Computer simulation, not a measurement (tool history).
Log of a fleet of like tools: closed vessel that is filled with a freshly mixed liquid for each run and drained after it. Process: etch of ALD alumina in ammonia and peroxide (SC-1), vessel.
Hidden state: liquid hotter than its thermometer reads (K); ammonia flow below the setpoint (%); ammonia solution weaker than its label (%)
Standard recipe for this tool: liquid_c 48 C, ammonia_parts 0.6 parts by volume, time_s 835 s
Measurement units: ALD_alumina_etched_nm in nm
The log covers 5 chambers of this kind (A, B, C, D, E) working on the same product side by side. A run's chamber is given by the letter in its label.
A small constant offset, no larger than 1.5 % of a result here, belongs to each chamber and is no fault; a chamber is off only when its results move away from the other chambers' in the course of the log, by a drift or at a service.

run,hour,liquid_c,ammonia_parts,time_s,hours since the thermometer was replaced,hours since the ammonia flow meter was replaced,hours since the drum of ammonia solution was connected,"read-back film thickness of the ALD alumina reference wafer, read on the same gauge (nm)",ALD_alumina_etched_nm
1E,7.5,48,0.6,835,1847.5,962.8,565.3,60.006,33.743
# hour 13.6: chamber D: new drum of ammonia solution connected
2A,14.3,48,0.6,835,2219.9,883.5,603.7,60.024,33.679
3D,20.4,48,0.6,835,823.6,1406.5,6.9,59.994,33.931
4C,26.5,48,0.6,835,1079.7,543.2,526.9,59.987,33.689
5B,32.6,48,0.6,835,612.6,50.9,136.7,60.036,33.93
6D,37.3,48,0.6,835,840.5,1423.4,23.8,59.972,34.133
7C,43.3,48,0.6,835,1096.5,560,543.7,59.995,33.881
8E,48.8,39,0.6,1040,1888.8,1004.1,606.6,60.034,25.003
# hour 54.1: chamber A: new drum of ammonia solution connected
9B,54.6,39,0.6,1040,634.6,72.9,158.7,59.985,25.243
10A,59.9,39,0.6,1040,2265.5,929.1,5.9,60.021,25.271
11C,65.8,39,0.6,1040,1119,582.5,566.2,59.981,24.632
12E,70.7,39,0.6,1040,1910.7,1026,628.5,60.011,25.234
13B,78.1,48,0.85,1180,658.1,96.4,182.2,59.998,49.516
14D,85.6,48,0.85,1180,888.8,1471.7,72.1,59.99,49.425
15A,90.4,48,0.85,1180,2296,959.6,36.4,59.978,49.433
16E,95.3,48,0.85,1180,1935.3,1050.6,653.1,59.98,49.599
17C,104.7,48,0.85,1180,1157.9,621.4,605.1,59.963,49.46
18A,111.1,48,0.6,835,2316.7,980.3,57.1,59.976,34.076
19D,116.9,48,0.6,835,920.1,1503,103.4,59.996,33.439
20B,121.5,48,0.6,835,701.5,139.8,225.6,60.002,34.126
21B,125.9,48,0.35,1120,705.9,144.2,230,60.007,43.325
22C,130.1,48,0.35,1120,1183.3,646.8,630.5,59.947,43.35
23E,138.4,48,0.35,1120,1978.4,1093.7,696.2,59.978,42.352
24A,145.3,48,0.35,1120,2350.9,1014.5,91.3,60.034,43.037
25D,150.3,48,0.35,1120,953.5,1536.4,136.8,59.966,43.192
26C,159.3,48,0.6,835,1212.5,676,659.7,59.976,34.301
27A,167.8,48,0.6,835,2373.4,1037,113.8,59.996,33.895
# hour 168.4: chamber E: thermometer replaced
28B,175.7,48,0.6,835,755.7,194,279.8,60.019,34.081
29D,182.8,48,0.6,835,986,1568.9,169.3,60.063,34.084
30E,188.7,48,0.7,1105,20.4,1144,746.5,60.016,44.646
31A,195.7,48,0.7,1105,2401.3,1064.9,141.7,60.035,45.027
32B,201.5,48,0.7,1105,781.5,219.8,305.6,60.041,45.79
33C,209.6,48,0.7,1105,1262.8,726.3,710,59.977,47.011
34E,217.9,48,0.7,1105,49.6,1173.2,775.7,59.988,44.978
35D,222.3,48,0.6,835,1025.5,1608.4,208.8,59.993,34.066
36C,230.8,48,0.6,1180,1284,747.5,731.2,59.944,50.065
37E,235.4,48,0.6,1180,67.1,1190.7,793.2,59.991,47.311
38D,244.6,48,0.6,1180,1047.8,1630.7,231.1,59.979,48.149
39B,253.3,48,0.6,1180,833.3,271.6,357.4,59.993,48.146
40A,259.1,48,0.6,1180,2464.7,1128.3,205.1,60.009,48.059
41A,265.4,48,0.6,835,2471,1134.6,211.4,60.01,33.748

Next, all 5 chambers run the settings below, one line each with question marks for the results. What does each chamber give?
42A,272.3,48,0.6,835,,,,,?
42B,272.3,48,0.6,835,,,,,?
42C,272.3,48,0.6,835,,,,,?
42D,272.3,48,0.6,835,,,,,?
42E,272.3,48,0.6,835,,,,,?

run,ALD_alumina_etched_nm
42A,33.705
42B,33.949
42C,35.728
42D,34.223
42E,33.373
